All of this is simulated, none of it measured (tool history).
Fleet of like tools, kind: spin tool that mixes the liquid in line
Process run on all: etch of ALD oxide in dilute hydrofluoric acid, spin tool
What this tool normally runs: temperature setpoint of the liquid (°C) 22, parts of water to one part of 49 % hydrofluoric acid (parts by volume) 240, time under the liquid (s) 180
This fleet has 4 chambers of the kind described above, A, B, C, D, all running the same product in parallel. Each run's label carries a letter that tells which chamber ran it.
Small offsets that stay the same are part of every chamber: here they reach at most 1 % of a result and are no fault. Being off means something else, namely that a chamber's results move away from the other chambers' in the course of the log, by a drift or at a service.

run	hour	temperature setpoint of the liquid (°C)	parts of water to one part of 49 % hydrofluoric acid (parts by volume)	time under the liquid (s)	read-back film thickness of the ALD oxide reference wafer, read on the same gauge (nm)	thickness taken off the ALD oxide on a monitor wafer (Å)
1C	10.3	22	240	180	50.039	72.063
2D	17.1	22	240	180	50.005	71.560
3B	30.3	22	240	180	49.993	72.012
4A	36.4	22	240	180	49.969	71.599
# hour 43.6: chamber B: hydrofluoric acid flow meter replaced
5B	49.1	22	240	180	49.984	72.181
6C	57.8	22	240	180	50.037	72.497
7D	71.3	22	240	180	50.001	71.665
8A	79.7	22	240	180	50.020	72.078
9B	86.8	22	150	110	50.011	76.970
10C	100.4	22	150	110	50.002	80.335
11A	113.2	22	150	110	49.978	76.950
12D	127.0	22	150	110	49.973	79.363
13B	137.2	22	240	180	50.022	72.836
14A	145.8	22	240	180	49.982	70.798
15D	153.2	22	240	180	50.050	72.214
# hour 155.1: chamber D: hydrofluoric acid flow meter replaced
16C	164.9	22	240	180	50.030	72.941
17D	177.5	22	150	180	50.021	126.890
18A	186.3	22	150	180	49.986	120.050
19C	195.6	22	150	180	50.007	129.640
20B	203.1	22	150	180	50.023	125.090
21D	212.0	22	240	180	50.014	71.170
22B	219.0	22	240	180	49.968	71.923
23A	228.9	22	240	180	50.011	68.779
24C	237.2	22	240	180	49.979	73.348
25D	250.3	22	240	180	49.978	73.560
26C	257.9	22	240	180	49.952	73.140
27B	264.2	22	240	180	50.001	72.064
28A	274.8	22	240	180	49.976	66.741
29C	285.4	22	240	180	49.956	72.267
30B	297.3	22	240	180	49.993	72.012
31D	303.9	22	240	180	49.990	72.023
32A	315.1	22	185	180	49.994	89.170
33C	323.4	22	185	180	50.002	101.970
34A	335.0	22	185	180	49.995	88.796
35B	341.2	22	185	180	49.960	99.429
36D	353.2	22	240	180	50.009	73.065
37B	361.8	22	240	180	50.021	72.169

Decide between three cases: one chamber stands off from its peers, the gauge reading all wafers drifts, or nothing is wrong past each chamber's small offset. Where a chamber is off, say which and what most likely put it there.

Little by little, chamber A moves away from the other chambers.
Cause: hydrofluoric acid flow below the setpoint (%) = 10.2.

Chamber A could run next with any of the 4 candidate recipes listed below; each alters the usual settings, and their results appear as question marks. Which one brings its results back in line with what the other chambers deliver on the usual settings?
In line means no further than this from the other chambers' mean on the usual settings: thickness taken off the ALD oxide on a monitor wafer (Å) 2.400
38A-1	372.0	22	225	190		?
38A-2	372.0	22	240	165		?
38A-3	372.0	22	225	180		?
38A-4	372.0	22	240	155		?

On the usual settings, the other chambers give on average: thickness taken off the ALD oxide on a monitor wafer (Å) 72.721
run	thickness taken off the ALD oxide on a monitor wafer (Å)
38A-1	72.315
38A-2	57.977
38A-3	68.509
38A-4	54.463
38A-1 brings the chamber back in line.
